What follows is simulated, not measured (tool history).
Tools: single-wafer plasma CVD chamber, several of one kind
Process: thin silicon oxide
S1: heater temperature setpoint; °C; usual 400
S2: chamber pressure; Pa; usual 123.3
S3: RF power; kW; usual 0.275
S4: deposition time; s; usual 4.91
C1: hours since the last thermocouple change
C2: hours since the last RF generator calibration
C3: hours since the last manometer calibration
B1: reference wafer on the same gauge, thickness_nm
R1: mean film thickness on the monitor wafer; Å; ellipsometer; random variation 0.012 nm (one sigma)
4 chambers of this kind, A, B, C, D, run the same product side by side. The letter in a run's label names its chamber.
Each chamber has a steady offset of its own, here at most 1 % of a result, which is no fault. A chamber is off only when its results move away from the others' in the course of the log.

run   hour   S1     S2     S3    S4      C1      C2      C3      B1       R1
 1C    6.7  400  123.3  0.275  4.91  1150.4   536.4   857.7  11.418   97.917
 2A   11.6  400  123.3  0.275  4.91   754.6   577.4  1924.0  11.416   98.897
 3D   17.7  400  123.3  0.275  4.91   358.8  2564.8    73.8  11.418   98.422
 4B   22.8  400  123.3  0.275  4.91   100.3  2610.2  1700.8  11.412   98.600
 5A   26.2  400  123.3  0.275  4.91   769.2   592.0  1938.6  11.411   99.177
 6B   29.5  400  138.9  0.235  4.91   107.0  2616.9  1707.5  11.410  100.320
 7D   33.2  400  138.9  0.235  4.91   374.3  2580.3    89.3  11.407   99.977
 8C   39.9  400  138.9  0.235  4.91  1183.6   569.6   890.9  11.408   99.790
 9D   45.2  400  138.9  0.235  4.91   386.3  2592.3   101.3  11.403   99.958
10B   51.2  400  123.3  0.275  4.91   128.7  2638.6  1729.2  11.402   98.512
11A   55.0  400  123.3  0.275  4.91   798.0   620.8  1967.4  11.403   98.741
12C   58.1  400  123.3  0.275  4.91  1201.8   587.8   909.1  11.402   97.971
13B   64.4  405  123.3  0.275  4.91   141.9  2651.8  1742.4  11.398   98.059
14C   70.9  405  123.3  0.275  4.91  1214.6   600.6   921.9  11.395   97.362
15D   77.2  405  123.3  0.275  4.91   418.3  2624.3   133.3  11.397   97.768
16A   83.7  405  123.3  0.275  4.91   826.7   649.5  1996.1  11.392   98.685
17C   87.9  400  123.3  0.275  4.91  1231.6   617.6   938.9  11.395   97.624
18A   94.3  400  123.3  0.275  4.91   837.3   660.1  2006.7  11.394   98.850
19D   99.0  400  123.3  0.275  4.91   440.1  2646.1   155.1  11.394   98.227
20B  106.0  400  123.3  0.275  4.91   183.5  2693.4  1784.0  11.391   98.187
21A  111.0  400  123.3  0.275  4.91   854.0   676.8  2023.4  11.387   98.643
22C  115.5  400  123.3  0.275  4.91  1259.2   645.2   966.5  11.384   97.769
23B  119.4  400  123.3  0.275  4.91   196.9  2706.8  1797.4  11.380   98.412
24D  124.8  400  123.3  0.275  4.91   465.9  2671.9   180.9  11.379   98.087
25D  128.4  400  123.3  0.275  4.91   469.5  2675.5   184.5  11.378   97.868
26B  133.0  400  123.3  0.275  4.91   210.5  2720.4  1811.0  11.380   98.337
27C  139.1  400  123.3  0.275  4.91  1282.8   668.8   990.1  11.378   97.564
28A  142.7  400  123.3  0.275  4.91   885.7   708.5  2055.1  11.373   98.659
29B  146.6  400  123.3  0.275  4.91   224.1  2734.0  1824.6  11.377   98.001
30A  150.1  400  123.3  0.275  4.91   893.1   715.9  2062.5  11.371   98.561
31D  154.0  410   97.1  0.275  4.91   495.1  2701.1   210.1  11.374   78.062
32C  157.0  410   97.1  0.275  4.91  1300.7   686.7  1008.0  11.370   78.140
33A  161.6  410   97.1  0.275  4.91   904.6   727.4  2074.0  11.369   78.863
34C  166.7  410   97.1  0.275  4.91  1310.4   696.4  1017.7  11.368   77.990
35B  170.5  400  123.3  0.275  4.91   248.0  2757.9  1848.5  11.369   98.019
36D  176.8  400  123.3  0.275  4.91   517.9  2723.9   232.9  11.365   97.630

Is one chamber off against the others, does the gauge drift, or is nothing wrong? If a chamber is off, say which, and what the likeliest cause is.

The gauge drifts, so all chambers seem to drift together. No chamber is off.
Cause: gauge reads low (%) = 0.497.

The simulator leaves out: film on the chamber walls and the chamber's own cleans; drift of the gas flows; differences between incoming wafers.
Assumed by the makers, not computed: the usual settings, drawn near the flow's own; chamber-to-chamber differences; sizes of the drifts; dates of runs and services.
